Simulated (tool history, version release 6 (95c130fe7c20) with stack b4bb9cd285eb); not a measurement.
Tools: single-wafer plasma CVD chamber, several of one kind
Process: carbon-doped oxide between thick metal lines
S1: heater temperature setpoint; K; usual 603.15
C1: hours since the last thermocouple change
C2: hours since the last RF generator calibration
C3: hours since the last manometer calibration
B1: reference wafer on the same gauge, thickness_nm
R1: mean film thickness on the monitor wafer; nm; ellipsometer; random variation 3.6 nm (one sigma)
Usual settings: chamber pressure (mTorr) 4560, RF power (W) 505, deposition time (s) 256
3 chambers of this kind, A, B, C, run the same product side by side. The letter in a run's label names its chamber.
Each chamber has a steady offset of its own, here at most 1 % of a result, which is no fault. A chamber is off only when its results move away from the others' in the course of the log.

Run 1B, hour 9.0: usual settings; C1 450.5; C2 1770.2; C3 572.8; B1 1230.2. Result: R1 1356.0 nm.
Run 2C, hour 23.5: usual settings; C1 1145.8; C2 1999.3; C3 1243.1; B1 1229.5. Result: R1 1350.2 nm.
Run 3A, hour 36.9: usual settings; C1 2200.9; C2 978.1; C3 712.8; B1 1229.4. Result: R1 1349.0 nm.
Run 4A, hour 48.7: usual settings; C1 2212.7; C2 989.9; C3 724.6; B1 1230.2. Result: R1 1355.7 nm.
Run 5C, hour 58.9: usual settings; C1 1181.2; C2 2034.7; C3 1278.5; B1 1229.5. Result: R1 1356.3 nm.
Run 6B, hour 69.7: usual settings; C1 511.2; C2 1830.9; C3 633.5; B1 1229.4. Result: R1 1359.3 nm.
Run 7B, hour 85.6: usual settings; C1 527.1; C2 1846.8; C3 649.4; B1 1228.7. Result: R1 1366.7 nm.
Run 8A, hour 98.1: usual settings; C1 2262.1; C2 1039.3; C3 774.0; B1 1230.0. Result: R1 1348.9 nm.
Run 9C, hour 113.1: usual settings; C1 1235.4; C2 2088.9; C3 1332.7; B1 1229.7. Result: R1 1353.4 nm.
Run 10C, hour 126.9: usual settings; C1 1249.2; C2 2102.7; C3 1346.5; B1 1230.0. Result: R1 1350.5 nm.
Run 11B, hour 137.5: usual settings; C1 579.0; C2 1898.7; C3 701.3; B1 1229.8. Result: R1 1360.5 nm.
Run 12A, hour 152.5: usual settings; C1 2316.5; C2 1093.7; C3 828.4; B1 1230.5. Result: R1 1351.6 nm.
Run 13A, hour 166.8: usual settings; C1 2330.8; C2 1108.0; C3 842.7; B1 1230.6. Result: R1 1352.8 nm.
Run 14B, hour 180.0: usual settings; C1 621.5; C2 1941.2; C3 743.8; B1 1229.7. Result: R1 1360.7 nm.
At hour 183.5: chamber C: RF generator calibrated.
Run 15C, hour 188.0: usual settings; C1 1310.3; C2 4.5; C3 1407.6; B1 1230.0. Result: R1 1356.5 nm.
Run 16C, hour 202.5: usual settings; C1 1324.8; C2 19.0; C3 1422.1; B1 1230.8. Result: R1 1350.8 nm.
At hour 208.1: chamber C: capacitance manometer re-zeroed and calibrated.
Run 17A, hour 213.6: usual settings; C1 2377.6; C2 1154.8; C3 889.5; B1 1229.6. Result: R1 1350.3 nm.
Run 18B, hour 222.5: usual settings; C1 664.0; C2 1983.7; C3 786.3; B1 1229.5. Result: R1 1359.8 nm.
Run 19C, hour 236.7: usual settings; C1 1359.0; C2 53.2; C3 28.6; B1 1230.1. Result: R1 1361.3 nm.
Run 20B, hour 245.8: usual settings; C1 687.3; C2 2007.0; C3 809.6; B1 1229.5. Result: R1 1354.7 nm.
Run 21A, hour 256.4: usual settings; C1 2420.4; C2 1197.6; C3 932.3; B1 1229.3. Result: R1 1353.8 nm.
Run 22B, hour 265.3: usual settings; C1 706.8; C2 2026.5; C3 829.1; B1 1230.2. Result: R1 1353.6 nm.
At hour 268.0: chamber A: thermocouple changed; heater temperature recalibrated.
Run 23C, hour 273.8: usual settings; C1 1396.1; C2 90.3; C3 65.7; B1 1230.0. Result: R1 1353.6 nm.
Run 24A, hour 285.0: usual settings; C1 17.1; C2 1226.2; C3 960.9; B1 1230.3. Result: R1 1372.0 nm.
Run 25A, hour 299.6: usual settings; C1 31.7; C2 1240.8; C3 975.5; B1 1230.5. Result: R1 1377.8 nm.
Run 26B, hour 307.4: usual settings; C1 748.9; C2 2068.6; C3 871.2; B1 1229.6. Result: R1 1357.7 nm.
Run 27C, hour 314.6: usual settings; C1 1436.9; C2 131.1; C3 106.5; B1 1228.8. Result: R1 1351.0 nm.
Run 28B, hour 326.8: usual settings; C1 768.3; C2 2088.0; C3 890.6; B1 1229.0. Result: R1 1356.6 nm.
Run 29C, hour 343.1: usual settings; C1 1465.4; C2 159.6; C3 135.0; B1 1229.4. Result: R1 1358.9 nm.
Run 30A, hour 352.5: usual settings but S1 590.15 K; C1 84.6; C2 1293.7; C3 1028.4; B1 1230.1. Result: R1 1442.6 nm.
Run 31C, hour 366.9: usual settings but S1 590.15 K; C1 1489.2; C2 183.4; C3 158.8; B1 1229.9. Result: R1 1413.0 nm.
Run 32B, hour 376.2: usual settings but S1 590.15 K; C1 817.7; C2 2137.4; C3 940.0; B1 1230.3. Result: R1 1423.3 nm.
Run 33A, hour 385.2: usual settings; C1 117.3; C2 1326.4; C3 1061.1; B1 1229.4. Result: R1 1382.2 nm.
Run 34A, hour 397.6: usual settings; C1 129.7; C2 1338.8; C3 1073.5; B1 1229.8. Result: R1 1385.9 nm.
Run 35C, hour 413.1: usual settings; C1 1535.4; C2 229.6; C3 205.0; B1 1230.0. Result: R1 1346.1 nm.
Run 36B, hour 429.0: usual settings; C1 870.5; C2 2190.2; C3 992.8; B1 1230.0. Result: R1 1360.0 nm.
Run 37A, hour 444.7: usual settings; C1 176.8; C2 1385.9; C3 1120.6; B1 1229.4. Result: R1 1380.0 nm.
Run 38B, hour 454.9: usual settings; C1 896.4; C2 2216.1; C3 1018.7; B1 1230.3. Result: R1 1362.8 nm.

Next, every chamber runs the same settings. What will each give?
Run 39A, hour 466.9: usual settings. Result: R1 ?.
Run 39B, hour 466.9: usual settings. Result: R1 ?.
Run 39C, hour 466.9: usual settings. Result: R1 ?.

run      R1
39A  1372.8
39B  1358.0
39C  1357.6
